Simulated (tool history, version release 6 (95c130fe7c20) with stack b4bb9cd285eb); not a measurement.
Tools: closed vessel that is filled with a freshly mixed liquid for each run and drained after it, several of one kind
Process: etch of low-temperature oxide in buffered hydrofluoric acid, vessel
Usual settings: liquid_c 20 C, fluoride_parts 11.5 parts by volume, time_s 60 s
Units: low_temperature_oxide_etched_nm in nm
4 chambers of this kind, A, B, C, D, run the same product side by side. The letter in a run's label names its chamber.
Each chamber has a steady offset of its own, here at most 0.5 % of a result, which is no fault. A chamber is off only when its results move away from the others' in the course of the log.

run   hour  liquid_c  fluoride_parts  time_s  hours since the thermometer was replaced  hours since the hydrofluoric acid flow meter was replaced  read-back film thickness of the low-temperature oxide reference wafer, read on the same gauge (nm)  low_temperature_oxide_etched_nm
       0.8  -- chamber A: thermometer replaced
 1A    4.7        20            11.5      60                                       3.9                                                     2359.8                                                                                              49.999                           103.21
 2C    8.6        20            11.5      60                                    1490.5                                                       17.7                                                                                               49.99                           102.42
 3B   13.3        20            11.5      60                                     223.5                                                       28.7                                                                                              50.012                           102.11
        18  -- chamber A: hydrofluoric acid flow meter replaced
 4D   18.4        20            11.5      60                                     523.6                                                      737.7                                                                                              49.977                           102.99
 5B   21.9        20            11.5      60                                     232.1                                                       37.3                                                                                              50.033                           102.76
 6D     25        20            11.5      60                                     530.2                                                      744.3                                                                                              50.001                           101.66
 7A   29.9        20            11.5      60                                      29.1                                                         12                                                                                              50.005                           102.29
 8C   33.8        20            11.5      60                                    1515.7                                                       42.9                                                                                              49.964                           102.53
 9C   38.4        17            11.5      70                                    1520.3                                                       47.5                                                                                               50.01                           101.01
10B   42.2        17            11.5      70                                     252.4                                                       57.6                                                                                              50.006                           100.38
11A   44.7        17            11.5      70                                      43.9                                                       26.8                                                                                              49.995                           100.48
12D   49.4        17            11.5      70                                     554.6                                                      768.7                                                                                              49.995                           100.23
13C   53.7        20               8      60                                    1535.6                                                       62.8                                                                                              50.031                           140.25
14B   57.7        20               8      60                                     267.9                                                       73.1                                                                                              50.007                           143.85
15D   60.9        20               8      60                                     566.1                                                      780.2                                                                                              49.976                           139.19
16A   65.5        20               8      60                                      64.7                                                       47.6                                                                                                  50                           141.94
17B     69        20            11.5      60                                     279.2                                                       84.4                                                                                              49.993                           101.74
18D   71.8        20            11.5      60                                       577                                                      791.1                                                                                              49.995                           99.952
19A   74.6        24            13.5      60                                      73.8                                                       56.7                                                                                              50.009                            108.6
20C   79.1        24            13.5      60                                      1561                                                       88.2                                                                                              49.982                           109.98
21C   82.6        24            13.5      60                                    1564.5                                                       91.7                                                                                               49.98                           110.06
22A   86.6        24            13.5      60                                      85.8                                                       68.7                                                                                              49.992                           109.12
23B   91.8        20            11.5      60                                       302                                                      107.2                                                                                              50.019                           102.82
24D   94.7        20            11.5      60                                     599.9                                                        814                                                                                              49.992                           98.913
25A   99.7        20            11.5      60                                      98.9                                                       81.8                                                                                              50.009                           103.28
26C  102.3        20            11.5      60                                    1584.2                                                      111.4                                                                                              49.978                           103.12
27B  107.3        20            11.5      60                                     317.5                                                      122.7                                                                                              49.979                           102.63
28D  111.9        20            11.5      60                                     617.1                                                      831.2                                                                                              49.995                           97.516
29A    117        20            11.5      60                                     116.2                                                       99.1                                                                                              50.016                           103.18
30C  121.8        17            11.5      40                                    1603.7                                                      130.9                                                                                               50.01                           57.312
31D    127        17            11.5      40                                     632.2                                                      846.3                                                                                               49.97                           54.172
32B  131.8        17            11.5      40                                       342                                                      147.2                                                                                              50.027                           57.336
33B  134.8        17            11.5      40                                       345                                                      150.2                                                                                              49.993                           57.591
34A  138.5        20            11.5      60                                     137.7                                                      120.6                                                                                              50.021                           101.54
35D    143        20            11.5      60                                     648.2                                                      862.3                                                                                              50.033                           96.026
36C  148.1        20            11.5      60                                      1630                                                      157.2                                                                                              49.977                            101.9

What goes on in this fleet: one chamber off, a drifting gauge, or nothing beyond the chambers' own small offsets? Name the chamber and the cause, if any.

Chamber D drifts away from the others.
Cause: liquid colder than its thermometer reads (K) = 1.11.
The log may not tell that from: hydrofluoric acid flow below the setpoint (%).

Here are 4 candidates for chamber D's next run, each the usual settings with a change, their results left as question marks. Which one brings its results back in line with what the others give on the usual settings?
In line means no further than this from the other chambers' mean on the usual settings: low_temperature_oxide_etched_nm 2.2 nm
37D-1  151.9      19.5              12      60                                                                                                                                                                                                                                         ?
37D-2  151.9      20.5            11.5      60                                                                                                                                                                                                                                         ?
37D-3  151.9      19.5            11.5      60                                                                                                                                                                                                                                         ?
37D-4  151.9      20.5              11      60                                                                                                                                                                                                                                         ?

The other chambers' mean on the usual settings: low_temperature_oxide_etched_nm 102.56 nm
  run  low_temperature_oxide_etched_nm
37D-1                           89.657
37D-2                           98.832
37D-3                           93.409
37D-4                           103.15
37D-4 brings the chamber back in line.
